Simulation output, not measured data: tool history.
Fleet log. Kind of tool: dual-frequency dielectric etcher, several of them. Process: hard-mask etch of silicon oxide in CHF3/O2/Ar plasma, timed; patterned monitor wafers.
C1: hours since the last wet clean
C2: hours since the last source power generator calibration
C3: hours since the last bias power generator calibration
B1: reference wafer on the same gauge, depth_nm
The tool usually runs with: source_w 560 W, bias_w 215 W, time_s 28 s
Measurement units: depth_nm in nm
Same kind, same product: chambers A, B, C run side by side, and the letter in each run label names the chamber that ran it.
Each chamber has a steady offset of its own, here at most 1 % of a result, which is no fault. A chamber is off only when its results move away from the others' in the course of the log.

-- hour=0.6 chamber B: bias power generator calibrated
run 1B hour=13.9 | source_w=560 bias_w=215 time_s=28 | C1=384.2 C2=1918 C3=13.4 | B1=65.092 | depth_nm=57.318
-- hour=22 chamber B: wet clean of the chamber
run 2C hour=27.4 | source_w=560 bias_w=215 time_s=28 | C1=381.1 C2=2344.5 C3=2607.3 | B1=65.1 | depth_nm=57.568
run 3A hour=33.8 | source_w=560 bias_w=215 time_s=28 | C1=395.9 C2=695.3 C3=160.6 | B1=65.152 | depth_nm=57.899
-- hour=34.4 chamber C: wet clean of the chamber
run 4C hour=45.8 | source_w=560 bias_w=215 time_s=28 | C1=11.4 C2=2362.9 C3=2625.7 | B1=65.121 | depth_nm=57.209
run 5A hour=53.7 | source_w=490 bias_w=246 time_s=28 | C1=415.8 C2=715.2 C3=180.5 | B1=65.069 | depth_nm=57.582
run 6B hour=61.8 | source_w=490 bias_w=246 time_s=28 | C1=39.9 C2=1965.9 C3=61.3 | B1=65.112 | depth_nm=57.109
run 7C hour=74.4 | source_w=490 bias_w=246 time_s=28 | C1=40 C2=2391.5 C3=2654.3 | B1=65.152 | depth_nm=57.698
run 8A hour=88.4 | source_w=560 bias_w=215 time_s=28 | C1=450.5 C2=749.9 C3=215.2 | B1=65.074 | depth_nm=57.573
run 9B hour=95 | source_w=560 bias_w=215 time_s=28 | C1=73.1 C2=1999.1 C3=94.5 | B1=65.053 | depth_nm=57.064
run 10B hour=101.5 | source_w=560 bias_w=178 time_s=28 | C1=79.6 C2=2005.6 C3=101 | B1=65.135 | depth_nm=53.646
run 11C hour=115.3 | source_w=560 bias_w=178 time_s=28 | C1=80.9 C2=2432.4 C3=2695.2 | B1=65.076 | depth_nm=53.876
run 12A hour=127.4 | source_w=560 bias_w=178 time_s=28 | C1=489.5 C2=788.9 C3=254.2 | B1=65.105 | depth_nm=54.141
run 13C hour=134.7 | source_w=560 bias_w=215 time_s=28 | C1=100.3 C2=2451.8 C3=2714.6 | B1=65.118 | depth_nm=57.328
run 14B hour=143.3 | source_w=560 bias_w=215 time_s=28 | C1=121.4 C2=2047.4 C3=142.8 | B1=65.136 | depth_nm=57.468
run 15A hour=152.8 | source_w=560 bias_w=215 time_s=28 | C1=514.9 C2=814.3 C3=279.6 | B1=65.073 | depth_nm=57.776
run 16A hour=162.2 | source_w=600 bias_w=232 time_s=28 | C1=524.3 C2=823.7 C3=289 | B1=65.19 | depth_nm=60.677
run 17B hour=175.6 | source_w=600 bias_w=232 time_s=28 | C1=153.7 C2=2079.7 C3=175.1 | B1=65.077 | depth_nm=60.159
run 18C hour=184.5 | source_w=600 bias_w=232 time_s=28 | C1=150.1 C2=2501.6 C3=2764.4 | B1=65.157 | depth_nm=60.47
-- hour=192.4 chamber A: wet clean of the chamber
run 19C hour=196.3 | source_w=560 bias_w=215 time_s=28 | C1=161.9 C2=2513.4 C3=2776.2 | B1=65.061 | depth_nm=57.726
run 20B hour=209.5 | source_w=560 bias_w=215 time_s=28 | C1=187.6 C2=2113.6 C3=209 | B1=65.105 | depth_nm=57.165
run 21A hour=217.5 | source_w=560 bias_w=215 time_s=28 | C1=25.1 C2=879 C3=344.3 | B1=65.141 | depth_nm=59.767
run 22A hour=231.4 | source_w=560 bias_w=215 time_s=28 | C1=39 C2=892.9 C3=358.2 | B1=65.031 | depth_nm=59.953
run 23C hour=241.4 | source_w=560 bias_w=215 time_s=28 | C1=207 C2=2558.5 C3=2821.3 | B1=65.096 | depth_nm=57.64
run 24B hour=255.9 | source_w=560 bias_w=215 time_s=28 | C1=234 C2=2160 C3=255.4 | B1=65.093 | depth_nm=57.057
run 25A hour=267.2 | source_w=560 bias_w=215 time_s=28 | C1=74.8 C2=928.7 C3=394 | B1=65.06 | depth_nm=59.902
run 26B hour=274.9 | source_w=560 bias_w=215 time_s=28 | C1=253 C2=2179 C3=274.4 | B1=65.082 | depth_nm=57.187
run 27C hour=289.3 | source_w=560 bias_w=215 time_s=28 | C1=254.9 C2=2606.4 C3=2869.2 | B1=65.118 | depth_nm=57.342
run 28A hour=300.8 | source_w=560 bias_w=215 time_s=28 | C1=108.4 C2=962.3 C3=427.6 | B1=65.102 | depth_nm=59.357
run 29C hour=307.4 | source_w=560 bias_w=215 time_s=28 | C1=273 C2=2624.5 C3=2887.3 | B1=65.032 | depth_nm=57.46
run 30B hour=321.2 | source_w=560 bias_w=179 time_s=28 | C1=299.3 C2=2225.3 C3=320.7 | B1=65.116 | depth_nm=53.763
run 31B hour=334.6 | source_w=560 bias_w=179 time_s=28 | C1=312.7 C2=2238.7 C3=334.1 | B1=65.169 | depth_nm=53.515
run 32C hour=347.5 | source_w=560 bias_w=179 time_s=28 | C1=313.1 C2=2664.6 C3=2927.4 | B1=65.078 | depth_nm=54.023
run 33A hour=359.1 | source_w=560 bias_w=215 time_s=28 | C1=166.7 C2=1020.6 C3=485.9 | B1=65.091 | depth_nm=59.861
run 34B hour=370.2 | source_w=560 bias_w=215 time_s=28 | C1=348.3 C2=2274.3 C3=369.7 | B1=65.12 | depth_nm=57.003
run 35C hour=380.7 | source_w=560 bias_w=215 time_s=28 | C1=346.3 C2=2697.8 C3=2960.6 | B1=65.119 | depth_nm=57.479
run 36A hour=391.6 | source_w=560 bias_w=178 time_s=28 | C1=199.2 C2=1053.1 C3=518.4 | B1=65.066 | depth_nm=56.24
run 37A hour=405 | source_w=560 bias_w=178 time_s=28 | C1=212.6 C2=1066.5 C3=531.8 | B1=65.101 | depth_nm=56.184
-- hour=417.7 chamber B: wet clean of the chamber
run 38C hour=419.2 | source_w=560 bias_w=178 time_s=28 | C1=384.8 C2=2736.3 C3=2999.1 | B1=65.122 | depth_nm=53.885
run 39B hour=430.2 | source_w=560 bias_w=215 time_s=28 | C1=12.5 C2=2334.3 C3=429.7 | B1=65.058 | depth_nm=57.355
-- hour=432.4 chamber C: wet clean of the chamber
run 40A hour=440.9 | source_w=560 bias_w=215 time_s=28 | C1=248.5 C2=1102.4 C3=567.7 | B1=65.121 | depth_nm=59.544
run 41B hour=452.7 | source_w=560 bias_w=215 time_s=28 | C1=35 C2=2356.8 C3=452.2 | B1=65.106 | depth_nm=57.095
run 42C hour=465.3 | source_w=560 bias_w=215 time_s=28 | C1=32.9 C2=2782.4 C3=3045.2 | B1=65.039 | depth_nm=57.421

Next, all 3 chambers run the settings below, one line each with question marks for the results. What does each chamber give?
run 43A hour=475.7 | source_w=560 bias_w=215 time_s=28 | depth_nm=?
run 43B hour=475.7 | source_w=560 bias_w=215 time_s=28 | depth_nm=?
run 43C hour=475.7 | source_w=560 bias_w=215 time_s=28 | depth_nm=?

run=43A depth_nm=59.905
run=43B depth_nm=56.862
run=43C depth_nm=57.659
